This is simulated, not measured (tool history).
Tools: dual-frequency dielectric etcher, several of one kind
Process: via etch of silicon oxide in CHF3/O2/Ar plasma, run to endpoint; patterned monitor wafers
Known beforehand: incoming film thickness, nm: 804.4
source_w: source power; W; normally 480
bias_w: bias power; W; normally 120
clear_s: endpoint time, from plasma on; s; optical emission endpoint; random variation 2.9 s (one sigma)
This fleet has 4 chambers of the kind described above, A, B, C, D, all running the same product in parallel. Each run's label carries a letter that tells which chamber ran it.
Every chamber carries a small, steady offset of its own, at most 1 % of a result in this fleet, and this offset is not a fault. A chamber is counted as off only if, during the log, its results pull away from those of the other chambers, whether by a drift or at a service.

run	hour	source_w	bias_w	clear_s
1A	9.6	480	120	502.70
2C	19.2	480	120	507.20
# hour 28.6: chamber A: source power generator calibrated
3B	29.6	480	120	510.33
# hour 35.2: chamber D: wet clean of the chamber
4D	38.2	480	120	502.61
5D	48.5	480	120	505.94
6C	56.7	420	120	535.93
7B	65.8	420	120	537.28
8A	76.7	420	120	528.56
9C	87.2	420	120	537.35
10B	98.7	480	120	510.32
11D	104.9	420	132	511.15
12A	116.9	420	132	517.90
# hour 122.9: chamber C: wet clean of the chamber
13A	125.5	420	132	516.77
14D	131.9	420	132	509.08
15C	137.7	480	105	532.78
16B	147.6	480	105	540.58
17C	157.2	480	105	530.08
18B	164.8	480	105	537.67
19A	177.3	480	120	503.02
20D	188.1	480	120	501.84
21D	198.9	480	120	503.49
22B	210.0	480	120	525.79
23A	215.5	420	107	553.49
24C	222.1	420	107	557.01
# hour 230.4: chamber C: bias power generator calibrated
25C	232.1	420	107	556.05
26B	239.8	420	107	569.78
27A	247.2	480	120	505.27
28D	257.5	480	120	498.57
29B	265.7	480	111	539.53

Does one chamber stand apart from the rest, does the shared gauge drift, or is all well apart from small per-chamber offsets? Give the chamber and the most likely cause, where there is one.

Little by little, chamber B moves away from the other chambers.
Cause: etch rate under this chamber's usual, % = 3.5.

Which of the 4 candidates below, each the usual settings with something changed and its results left as question marks, puts chamber B back in line with what the other chambers give on the usual settings?
Allowed miss from the other chambers' usual-settings mean, per result, to count as in line: clear_s 10.00 s
30B-1	274.7	510	126	?
30B-2	274.7	540	132	?
30B-3	274.7	480	93	?
30B-4	274.7	450	114	?

On the usual settings, the other chambers give on average: clear_s 504.89 s
run	clear_s
30B-1	506.29
30B-2	487.97
30B-3	568.22
30B-4	548.44
30B-1 is the one that brings the chamber's results back in line with the other chambers.
